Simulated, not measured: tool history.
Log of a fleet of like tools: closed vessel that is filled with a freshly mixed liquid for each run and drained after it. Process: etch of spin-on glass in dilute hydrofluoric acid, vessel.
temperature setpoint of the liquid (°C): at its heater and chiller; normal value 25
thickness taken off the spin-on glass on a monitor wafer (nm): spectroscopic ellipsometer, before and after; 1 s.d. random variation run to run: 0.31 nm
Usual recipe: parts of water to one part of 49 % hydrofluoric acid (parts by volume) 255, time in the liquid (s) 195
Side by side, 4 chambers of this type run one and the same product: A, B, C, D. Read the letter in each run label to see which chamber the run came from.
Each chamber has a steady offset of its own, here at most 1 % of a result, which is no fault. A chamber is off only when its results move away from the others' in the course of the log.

run	hour	temperature setpoint of the liquid (°C)	parts of water to one part of 49 % hydrofluoric acid (parts by volume)	time in the liquid (s)	read-back film thickness of the spin-on glass reference wafer, read on the same gauge (nm)	thickness taken off the spin-on glass on a monitor wafer (nm)
1C	11.4	25	255	195	70.014	46.404
2A	17.9	25	255	195	69.993	46.248
3B	28.1	25	255	195	70.025	45.43
4D	35.2	25	255	195	69.978	45.738
5A	48.4	25	255	195	70.025	46.353
6D	60.3	22	175	195	70.04	65.38
7B	66.8	22	175	195	70.021	63.501
8C	77.6	22	175	195	69.978	65.722
9C	84.8	22	175	195	70.012	65.645
10A	92.4	25	255	195	70.005	46.016
11D	105.8	25	255	195	69.994	45.707
12B	117.4	25	255	195	69.998	44.901
13D	131.5	25	255	195	70.019	45.888
# hour 138.6: chamber B: thermometer replaced
14B	142.7	25	255	195	69.975	45.615
15C	150.1	25	255	195	70.013	45.996
16A	164.4	25	255	195	69.988	46.142
17D	177.6	25	255	195	69.981	45.327
18B	187.7	21	255	285	69.988	57.292
19C	196.9	21	255	285	70.019	58.505
20A	205	21	255	285	70.014	58.117
21C	212.7	21	255	285	70.009	58.452
22B	222.9	25	255	195	70.012	45.906
23A	230.3	25	255	195	70.006	46.079
24D	241.3	25	255	195	69.986	44.592
25A	254	25	255	195	70.001	46.15
26C	267.6	25	305	285	69.989	53.734
27B	275.6	25	305	285	69.99	53.449
28D	284.2	25	305	285	70.026	50.946
29D	294.3	25	305	285	70.01	51.012
30C	303.7	25	255	195	70.005	46.19
31B	316.5	25	255	195	69.985	45.823
32A	326.9	29.5	255	195	70.011	53.782
33B	333.5	29.5	255	195	69.987	52.441
34A	342.1	29.5	255	195	70.016	53.909
35C	352.7	29.5	255	195	69.99	53.54
36D	365.9	25	255	195	70.016	43.516
37B	380.3	25	255	195	69.988	45.632
38D	389.9	25	255	195	70.041	43.216
39A	403.7	25	255	195	70.003	45.899
40C	410.7	25	255	195	69.985	46.258
41A	424.4	25	255	195	70.001	46.801
42B	432.6	22	370	195	70.006	25.646
43D	442.8	22	370	195	70.022	23.922
44C	454.3	22	370	195	69.975	25.822

Does one chamber stand apart from the rest, does the shared gauge drift, or is all well apart from small per-chamber offsets? Give the chamber and the most likely cause, where there is one.

One chamber, D, drifts off from the rest bit by bit.
Likeliest cause: liquid colder than its thermometer reads (K) = 1.82.
From this log alone, it may not be told apart from: hydrofluoric acid flow below the setpoint (%).

Which of the 4 candidates below, each the usual settings with something changed and its results left as question marks, puts chamber D back in line with what the other chambers give on the usual settings?
In line means no further than this from the other chambers' mean on the usual settings: thickness taken off the spin-on glass on a monitor wafer (nm) 1.1
45D-1	464.6	25	255	180		?
45D-2	464.6	25	245	200		?
45D-3	464.6	24.5	255	175		?
45D-4	464.6	25	240	205		?

Average result of the remaining chambers running the usual settings: thickness taken off the spin-on glass on a monitor wafer (nm) 45.92
run	thickness taken off the spin-on glass on a monitor wafer (nm)
45D-1	39.331
45D-2	45.974
45D-3	37.554
45D-4	48.367
Change 45D-2 lands the chamber within the allowed miss of the other chambers.
